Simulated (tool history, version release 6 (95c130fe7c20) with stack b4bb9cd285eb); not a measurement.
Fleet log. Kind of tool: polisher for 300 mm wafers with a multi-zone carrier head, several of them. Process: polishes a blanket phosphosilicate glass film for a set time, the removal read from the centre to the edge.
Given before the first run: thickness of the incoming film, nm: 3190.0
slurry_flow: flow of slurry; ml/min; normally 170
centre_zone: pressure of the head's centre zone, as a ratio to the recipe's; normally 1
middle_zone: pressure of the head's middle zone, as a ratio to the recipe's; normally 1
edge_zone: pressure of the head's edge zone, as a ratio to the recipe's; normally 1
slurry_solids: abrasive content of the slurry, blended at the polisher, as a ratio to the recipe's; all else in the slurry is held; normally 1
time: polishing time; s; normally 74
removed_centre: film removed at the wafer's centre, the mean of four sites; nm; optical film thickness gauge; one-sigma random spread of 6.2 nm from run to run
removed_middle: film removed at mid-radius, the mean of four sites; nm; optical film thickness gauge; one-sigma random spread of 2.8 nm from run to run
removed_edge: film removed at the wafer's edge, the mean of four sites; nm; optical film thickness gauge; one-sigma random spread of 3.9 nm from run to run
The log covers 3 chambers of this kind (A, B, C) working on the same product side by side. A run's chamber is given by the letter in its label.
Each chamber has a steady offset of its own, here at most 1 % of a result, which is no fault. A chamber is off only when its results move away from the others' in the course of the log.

Run 1B, day 0.346: usual settings. Result: removed_centre 426.95 nm, removed_middle 425.67 nm, removed_edge 428.13 nm.
At day 0.717: chamber B: worn pad replaced by a new one.
Run 2A, day 0.867: usual settings. Result: removed_centre 417.44 nm, removed_middle 429.93 nm, removed_edge 428.88 nm.
At day 0.95: chamber B: slurry nozzle cleaned.
At day 1.067: chamber A: worn pad replaced by a new one.
Run 3C, day 1.188: usual settings. Result: removed_centre 426.95 nm, removed_middle 419.46 nm, removed_edge 423.26 nm.
At day 1.212: chamber A: edge zone pressure recalibrated.
Run 4C, day 1.725: usual settings. Result: removed_centre 424.34 nm, removed_middle 420.23 nm, removed_edge 419.78 nm.
Run 5A, day 2.233: usual settings but slurry_flow 210 ml/min, edge_zone 1.07. Result: removed_centre 429.73 nm, removed_middle 445.24 nm, removed_edge 453.94 nm.
At day 2.379: chamber C: worn pad replaced by a new one.
Run 6B, day 2.908: usual settings but slurry_flow 210 ml/min, edge_zone 1.07. Result: removed_centre 445 nm, removed_middle 440.36 nm, removed_edge 457.46 nm.
Run 7A, day 3.329: usual settings but slurry_flow 210 ml/min, edge_zone 1.07. Result: removed_centre 430.16 nm, removed_middle 446.54 nm, removed_edge 446.89 nm.
Run 8B, day 3.646: usual settings. Result: removed_centre 427.91 nm, removed_middle 425.86 nm, removed_edge 434.63 nm.
Run 9C, day 4.283: usual settings. Result: removed_centre 423.08 nm, removed_middle 425.88 nm, removed_edge 419.57 nm.
At day 4.529: chamber A: worn pad replaced by a new one.
At day 4.579: chamber B: worn pad replaced by a new one.
Run 10C, day 4.704: usual settings. Result: removed_centre 437.7 nm, removed_middle 422.23 nm, removed_edge 425.83 nm.
Run 11B, day 5.108: usual settings. Result: removed_centre 431.13 nm, removed_middle 428.32 nm, removed_edge 427.05 nm.
At day 5.162: chamber C: worn pad replaced by a new one.
Run 12A, day 5.488: usual settings. Result: removed_centre 424.59 nm, removed_middle 432.78 nm, removed_edge 429.59 nm.
Run 13A, day 5.933: usual settings. Result: removed_centre 424.04 nm, removed_middle 431.05 nm, removed_edge 423.58 nm.
Run 14C, day 6.412: usual settings. Result: removed_centre 412.18 nm, removed_middle 418.76 nm, removed_edge 417.31 nm.
Run 15B, day 6.988: usual settings. Result: removed_centre 428.52 nm, removed_middle 424.64 nm, removed_edge 426.4 nm.
Run 16C, day 7.483: usual settings. Result: removed_centre 418.83 nm, removed_middle 423.52 nm, removed_edge 416.98 nm.
At day 7.729: chamber A: worn pad replaced by a new one.
Run 17B, day 7.783: usual settings. Result: removed_centre 430.9 nm, removed_middle 427.78 nm, removed_edge 427.65 nm.
At day 8.292: chamber C: slurry nozzle cleaned.
At day 8.35: chamber C: worn pad replaced by a new one.
Run 18A, day 8.367: usual settings but edge_zone 0.9. Result: removed_centre 424.18 nm, removed_middle 426.17 nm, removed_edge 405.81 nm.
Run 19B, day 8.842: usual settings but edge_zone 0.9. Result: removed_centre 420.79 nm, removed_middle 425.1 nm, removed_edge 408.31 nm.
At day 9.067: chamber B: worn pad replaced by a new one.
Run 20A, day 9.242: usual settings but edge_zone 0.9. Result: removed_centre 419.34 nm, removed_middle 428.87 nm, removed_edge 402.55 nm.
Run 21C, day 9.879: usual settings. Result: removed_centre 422.31 nm, removed_middle 428.71 nm, removed_edge 417.45 nm.
Run 22B, day 10.271: usual settings. Result: removed_centre 424.08 nm, removed_middle 427.34 nm, removed_edge 432.36 nm.
At day 10.529: chamber A: worn pad replaced by a new one.
Run 23C, day 10.896: usual settings. Result: removed_centre 423.82 nm, removed_middle 419.01 nm, removed_edge 416.41 nm.
Run 24A, day 11.3: usual settings. Result: removed_centre 423.41 nm, removed_middle 423.81 nm, removed_edge 425.23 nm.
Run 25B, day 11.671: usual settings but slurry_solids 0.75. Result: removed_centre 367.44 nm, removed_middle 369.12 nm, removed_edge 368.29 nm.
At day 11.704: chamber B: slurry nozzle cleaned.
At day 11.858: chamber C: worn pad replaced by a new one.
Run 26C, day 11.996: usual settings but slurry_solids 0.75. Result: removed_centre 357.32 nm, removed_middle 369.63 nm, removed_edge 366.53 nm.
At day 12.488: chamber B: edge zone pressure recalibrated.
Run 27A, day 12.604: usual settings but slurry_solids 0.75. Result: removed_centre 367.51 nm, removed_middle 374.93 nm, removed_edge 367.19 nm.
Run 28B, day 13.008: usual settings. Result: removed_centre 411.02 nm, removed_middle 426.05 nm, removed_edge 425.98 nm.
At day 13.3: chamber A: worn pad replaced by a new one.
Run 29A, day 13.554: usual settings. Result: removed_centre 403.41 nm, removed_middle 428.36 nm, removed_edge 414.19 nm.
At day 13.992: chamber B: worn pad replaced by a new one.
Run 30C, day 14.046: usual settings. Result: removed_centre 424.53 nm, removed_middle 421.99 nm, removed_edge 423.06 nm.
Run 31C, day 14.642: usual settings. Result: removed_centre 426.44 nm, removed_middle 421.59 nm, removed_edge 418.52 nm.
Run 32A, day 15.146: usual settings. Result: removed_centre 410.83 nm, removed_middle 434.17 nm, removed_edge 423.21 nm.
Run 33B, day 15.696: usual settings. Result: removed_centre 418.15 nm, removed_middle 426.26 nm, removed_edge 424.11 nm.
Run 34B, day 16.15: usual settings. Result: removed_centre 423.78 nm, removed_middle 427.14 nm, removed_edge 428.78 nm.

Has any chamber moved away from the others, gradually or after a service, or does the common gauge drift, or do the chambers differ only by their own small steady offsets? State the chamber and the most likely cause if one applies.

No chamber is off and the gauge is stable; the differences are just each chamber's small, constant offset.
